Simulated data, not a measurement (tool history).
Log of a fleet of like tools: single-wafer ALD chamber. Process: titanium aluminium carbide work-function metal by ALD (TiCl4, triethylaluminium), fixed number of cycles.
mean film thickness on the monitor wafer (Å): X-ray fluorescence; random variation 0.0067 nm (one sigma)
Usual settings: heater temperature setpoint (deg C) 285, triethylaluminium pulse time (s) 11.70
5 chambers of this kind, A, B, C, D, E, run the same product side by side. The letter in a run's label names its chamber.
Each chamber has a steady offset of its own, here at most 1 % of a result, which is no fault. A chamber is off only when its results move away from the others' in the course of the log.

run,hour,heater temperature setpoint (deg C),triethylaluminium pulse time (s),"read-back reference wafer on the same gauge, thickness_nm",mean film thickness on the monitor wafer (Å)
1A,4.3,285,11.70,1.6107,18.986
2C,8.5,285,11.70,1.6087,18.759
3D,12.6,285,11.70,1.6089,19.155
4E,16.4,285,11.70,1.6110,19.098
5B,24.2,285,11.70,1.6105,19.084
6A,30.4,285,11.70,1.6101,19.008
7B,36.4,285,11.70,1.6104,18.956
8E,41.3,285,11.70,1.6114,19.035
9C,44.9,285,11.70,1.6105,18.799
10D,48.4,285,11.70,1.6089,19.186
11C,54.7,285,11.70,1.6096,18.727
12A,59.9,285,11.70,1.6107,18.960
13D,64.2,285,11.70,1.6093,19.043
14E,71.5,285,11.70,1.6098,18.968
15B,78.6,285,11.70,1.6110,18.937
16C,86.3,285,11.70,1.6090,18.859
17E,89.9,285,11.70,1.6111,19.040
18B,93.5,285,11.70,1.6099,19.017
19A,98.6,291,15.78,1.6102,19.845
20D,103.8,291,15.78,1.6102,19.947
21B,109.4,291,15.78,1.6110,19.841
22D,113.6,291,15.78,1.6113,20.032
23A,120.8,291,15.78,1.6100,19.960
24E,128.3,285,11.70,1.6109,18.994
25C,133.9,285,11.70,1.6111,18.802
26B,141.2,285,11.70,1.6103,19.104
27D,145.8,285,14.24,1.6096,19.222
28E,153.5,285,14.24,1.6095,19.129
29A,159.2,285,14.24,1.6092,19.086
30C,166.5,285,14.24,1.6100,19.004
31D,171.5,285,14.24,1.6109,19.258
32E,175.5,285,11.70,1.6105,19.033
33C,182.8,285,11.70,1.6088,18.839

Is one chamber off against the others, does the gauge drift, or is nothing wrong? If a chamber is off, say which, and what the likeliest cause is.

No chamber stands off beyond its own small offset, and the gauge holds steady.
